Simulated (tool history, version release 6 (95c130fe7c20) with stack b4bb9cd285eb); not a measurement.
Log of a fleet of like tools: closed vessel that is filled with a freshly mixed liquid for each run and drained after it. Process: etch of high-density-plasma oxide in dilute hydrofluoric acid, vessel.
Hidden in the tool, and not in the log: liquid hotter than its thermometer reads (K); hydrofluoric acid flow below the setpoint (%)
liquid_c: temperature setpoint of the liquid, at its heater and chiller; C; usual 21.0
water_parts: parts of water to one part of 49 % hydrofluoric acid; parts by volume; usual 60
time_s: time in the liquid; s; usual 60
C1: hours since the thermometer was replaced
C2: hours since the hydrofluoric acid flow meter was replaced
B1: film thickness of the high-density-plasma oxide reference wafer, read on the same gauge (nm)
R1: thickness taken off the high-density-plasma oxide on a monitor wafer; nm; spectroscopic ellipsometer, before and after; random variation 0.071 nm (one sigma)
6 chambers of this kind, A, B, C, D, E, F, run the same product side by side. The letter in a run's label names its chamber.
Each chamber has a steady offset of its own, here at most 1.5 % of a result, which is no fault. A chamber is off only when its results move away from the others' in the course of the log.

Run 1F, hour 9.8: usual settings; C1 129.7; C2 408.2; B1 80.002. Result: R1 7.4795 nm.
Run 2B, hour 17.4: usual settings; C1 1270.2; C2 509.1; B1 80.026. Result: R1 7.4535 nm.
Run 3D, hour 25.7: usual settings; C1 1015.7; C2 1342.0; B1 79.991. Result: R1 7.3060 nm.
Run 4C, hour 34.8: usual settings; C1 625.2; C2 1495.9; B1 80.011. Result: R1 7.4052 nm.
Run 5A, hour 42.7: usual settings; C1 965.6; C2 698.0; B1 79.982. Result: R1 7.4493 nm.
Run 6E, hour 49.0: usual settings; C1 390.5; C2 50.1; B1 79.982. Result: R1 7.4585 nm.
Run 7A, hour 55.8: usual settings; C1 978.7; C2 711.1; B1 80.024. Result: R1 7.5292 nm.
Run 8C, hour 63.5: usual settings but time_s 35 s; C1 653.9; C2 1524.6; B1 80.010. Result: R1 4.3896 nm.
Run 9B, hour 74.7: usual settings but time_s 35 s; C1 1327.5; C2 566.4; B1 80.018. Result: R1 4.2223 nm.
Run 10D, hour 81.9: usual settings but time_s 35 s; C1 1071.9; C2 1398.2; B1 79.998. Result: R1 4.2941 nm.
Run 11F, hour 92.6: usual settings but time_s 35 s; C1 212.5; C2 491.0; B1 79.992. Result: R1 4.4013 nm.
At hour 94.1: chamber D: thermometer replaced.
Run 12E, hour 103.1: usual settings but time_s 35 s; C1 444.6; C2 104.2; B1 80.029. Result: R1 4.3738 nm.
Run 13C, hour 113.3: usual settings but time_s 35 s; C1 703.7; C2 1574.4; B1 79.985. Result: R1 4.3235 nm.
Run 14A, hour 124.5: usual settings; C1 1047.4; C2 779.8; B1 80.029. Result: R1 7.4507 nm.
Run 15D, hour 134.7: usual settings; C1 40.6; C2 1451.0; B1 80.017. Result: R1 7.3434 nm.
Run 16B, hour 144.3: usual settings; C1 1397.1; C2 636.0; B1 80.004. Result: R1 7.1073 nm.
Run 17F, hour 155.1: usual settings but liquid_c 25.0 C, water_parts 75 parts by volume; C1 275.0; C2 553.5; B1 79.990. Result: R1 6.9324 nm.
Run 18E, hour 161.7: usual settings but liquid_c 25.0 C, water_parts 75 parts by volume; C1 503.2; C2 162.8; B1 80.014. Result: R1 6.9293 nm.
Run 19E, hour 171.0: usual settings but liquid_c 25.0 C, water_parts 75 parts by volume; C1 512.5; C2 172.1; B1 79.996. Result: R1 6.8377 nm.
Run 20F, hour 177.7: usual settings but liquid_c 25.0 C, water_parts 75 parts by volume; C1 297.6; C2 576.1; B1 79.975. Result: R1 6.8671 nm.
Run 21D, hour 185.7: usual settings but liquid_c 25.0 C, water_parts 75 parts by volume; C1 91.6; C2 1502.0; B1 79.999. Result: R1 6.8011 nm.
Run 22B, hour 194.4: usual settings but liquid_c 25.0 C, water_parts 75 parts by volume; C1 1447.2; C2 686.1; B1 80.015. Result: R1 6.3951 nm.
Run 23C, hour 202.2: usual settings but liquid_c 25.0 C; C1 792.6; C2 1663.3; B1 79.983. Result: R1 8.7545 nm.
Run 24A, hour 212.1: usual settings but liquid_c 25.0 C; C1 1135.0; C2 867.4; B1 80.039. Result: R1 8.8971 nm.
Run 25A, hour 223.8: usual settings but liquid_c 25.0 C; C1 1146.7; C2 879.1; B1 79.999. Result: R1 8.6901 nm.
Run 26F, hour 232.8: usual settings but liquid_c 25.0 C; C1 352.7; C2 631.2; B1 79.997. Result: R1 8.9292 nm.
Run 27D, hour 238.4: usual settings but liquid_c 25.0 C; C1 144.3; C2 1554.7; B1 79.996. Result: R1 8.8003 nm.
Run 28B, hour 247.0: usual settings but liquid_c 25.0 C; C1 1499.8; C2 738.7; B1 80.004. Result: R1 8.3018 nm.
Run 29C, hour 255.0: usual settings; C1 845.4; C2 1716.1; B1 79.988. Result: R1 7.3735 nm.
Run 30E, hour 263.5: usual settings; C1 605.0; C2 264.6; B1 80.002. Result: R1 7.4221 nm.
Run 31A, hour 272.0: usual settings; C1 1194.9; C2 927.3; B1 79.976. Result: R1 7.5057 nm.
Run 32E, hour 277.8: usual settings but water_parts 40 parts by volume, time_s 90 s; C1 619.3; C2 278.9; B1 79.998. Result: R1 17.5560 nm.
Run 33B, hour 288.8: usual settings but water_parts 40 parts by volume, time_s 90 s; C1 1541.6; C2 780.5; B1 79.988. Result: R1 16.1760 nm.
Run 34C, hour 294.9: usual settings but water_parts 40 parts by volume, time_s 90 s; C1 885.3; C2 1756.0; B1 80.049. Result: R1 17.3250 nm.
Run 35F, hour 305.2: usual settings but water_parts 40 parts by volume, time_s 90 s; C1 425.1; C2 703.6; B1 79.986. Result: R1 17.5930 nm.
Run 36D, hour 316.5: usual settings but water_parts 40 parts by volume, time_s 90 s; C1 222.4; C2 1632.8; B1 80.016. Result: R1 17.5920 nm.
Run 37C, hour 326.1: usual settings but water_parts 40 parts by volume, time_s 90 s; C1 916.5; C2 1787.2; B1 79.976. Result: R1 17.2630 nm.
Run 38F, hour 332.7: usual settings; C1 452.6; C2 731.1; B1 79.983. Result: R1 7.5723 nm.
Run 39D, hour 342.0: usual settings; C1 247.9; C2 1658.3; B1 79.997. Result: R1 7.3746 nm.

Next, every chamber runs the same settings. What will each give?
Run 40A, hour 350.6: usual settings but liquid_c 23.5 C. Result: R1 ?.
Run 40B, hour 350.6: usual settings but liquid_c 23.5 C. Result: R1 ?.
Run 40C, hour 350.6: usual settings but liquid_c 23.5 C. Result: R1 ?.
Run 40D, hour 350.6: usual settings but liquid_c 23.5 C. Result: R1 ?.
Run 40E, hour 350.6: usual settings but liquid_c 23.5 C. Result: R1 ?.
Run 40F, hour 350.6: usual settings but liquid_c 23.5 C. Result: R1 ?.

run      R1
40A  8.1980
40B  7.4475
40C  8.2923
40D  8.1295
40E  8.3621
40F  8.4118
